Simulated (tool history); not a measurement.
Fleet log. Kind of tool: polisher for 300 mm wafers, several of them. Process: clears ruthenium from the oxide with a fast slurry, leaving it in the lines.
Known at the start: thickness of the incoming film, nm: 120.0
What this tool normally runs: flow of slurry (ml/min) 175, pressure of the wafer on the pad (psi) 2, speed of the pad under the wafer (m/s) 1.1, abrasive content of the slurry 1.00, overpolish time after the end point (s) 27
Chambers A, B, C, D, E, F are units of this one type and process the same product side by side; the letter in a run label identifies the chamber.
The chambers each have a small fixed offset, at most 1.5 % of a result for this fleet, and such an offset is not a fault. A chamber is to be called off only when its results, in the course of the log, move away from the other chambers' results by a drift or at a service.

run,day,flow of slurry (ml/min),pressure of the wafer on the pad (psi),speed of the pad under the wafer (m/s),abrasive content of the slurry,overpolish time after the end point (s),time until the end point was called (s),dishing of a wide line in a test structure (nm)
1B,0.183,175,2,1.1,1.00,27,44.752,51.188
2C,0.308,175,2,1.1,1.00,27,44.874,53.415
# day 0.392: chamber A: worn pad replaced by a new one
3F,0.508,175,2,1.1,1.00,27,43.054,51.805
4A,0.700,175,2,1.1,1.00,27,44.033,53.748
5D,0.833,175,2,1.1,1.00,27,44.578,54.078
6E,0.950,175,2,1.1,1.00,27,44.445,51.354
7A,1.121,175,2,1.1,1.00,27,44.759,50.569
# day 1.238: chamber A: slurry blender recalibrated
8E,1.329,175,2,1.1,1.15,27,41.216,53.897
# day 1.483: chamber E: worn pad replaced by a new one
9D,1.488,175,2,1.1,1.15,27,42.315,56.177
# day 1.550: chamber F: worn pad replaced by a new one
10B,1.654,175,2,1.1,1.15,27,41.451,55.158
11C,1.862,175,2,1.1,1.15,27,41.794,55.774
12F,2.067,175,2,1.1,1.15,27,41.487,53.876
13B,2.204,175,2,1.1,1.15,27,40.855,56.782
14C,2.329,175,2,1.1,1.00,27,44.782,52.136
# day 2.425: chamber F: slurry blender recalibrated
# day 2.425: chamber C: head pressure recalibrated
15A,2.533,175,2,1.1,1.00,27,44.062,50.955
16F,2.633,175,2,1.1,1.00,27,44.471,51.944
17D,2.817,175,2,1.1,1.00,27,44.369,50.161
18E,2.912,175,2,1.1,1.00,27,44.384,53.259
19E,3.067,175,2,1.1,1.00,27,44.284,52.719
20D,3.267,175,2,1.1,1.00,27,45.399,50.558
21B,3.404,175,2,1.1,1.00,27,44.343,51.902
22F,3.512,175,2,1.1,1.00,27,44.403,51.743
23A,3.667,175,2,1.1,0.75,27,51.580,46.661
# day 3.675: chamber A: slurry nozzle cleaned
24C,3.796,175,2,1.1,0.75,27,58.720,42.045
# day 3.800: chamber D: worn pad replaced by a new one
25D,3.996,175,2,1.1,0.75,27,51.004,47.340
26B,4.200,175,2,1.1,0.75,27,50.286,47.686
# day 4.279: chamber C: slurry blender recalibrated
27C,4.292,175,2,1.1,0.75,27,59.024,42.984
# day 4.446: chamber B: slurry blender recalibrated
# day 4.454: chamber E: slurry blender recalibrated
28A,4.488,175,2,1.1,0.75,27,52.763,45.802
# day 4.604: chamber D: slurry nozzle cleaned
29F,4.633,235,2,1.1,1.10,27,40.362,52.122
30E,4.804,235,2,1.1,1.10,27,41.077,54.374
# day 4.858: chamber C: worn pad replaced by a new one
# day 4.929: chamber A: worn pad replaced by a new one
31C,4.929,235,2,1.1,1.10,27,47.424,50.650
32F,5.104,235,2,1.1,1.10,27,41.072,52.655
# day 5.125: chamber A: slurry blender recalibrated
33A,5.317,235,2,1.1,1.10,27,41.003,54.210
34E,5.475,235,2,1.1,1.10,27,42.306,54.275
35D,5.617,175,2,1.1,1.00,27,45.365,54.137
36B,5.721,175,2,1.1,1.00,27,44.191,53.281
37D,5.888,175,2,1.1,1.00,27,45.182,50.344
38A,6.012,175,2,1.1,1.00,27,44.143,52.782
39E,6.154,175,2,1.1,1.00,27,44.911,49.341
40C,6.292,215,2,1.1,0.80,27,54.691,45.838
41F,6.404,215,2,1.1,0.80,27,48.224,49.462
42B,6.608,215,2,1.1,0.80,27,49.190,48.461
43C,6.821,215,2,1.1,0.80,27,55.782,44.703
44A,6.954,215,2,1.1,0.80,27,48.059,49.209

Next, every chamber runs the same settings. What will each give?
45A,7.108,215,2,1.1,1.00,27,?,?
45B,7.108,215,2,1.1,1.00,27,?,?
45C,7.108,215,2,1.1,1.00,27,?,?
45D,7.108,215,2,1.1,1.00,27,?,?
45E,7.108,215,2,1.1,1.00,27,?,?
45F,7.108,215,2,1.1,1.00,27,?,?

run,time until the end point was called (s),dishing of a wide line in a test structure (nm)
45A,42.766,52.889
45B,43.310,51.511
45C,48.627,47.729
45D,43.322,52.050
45E,43.895,51.302
45F,42.252,50.664
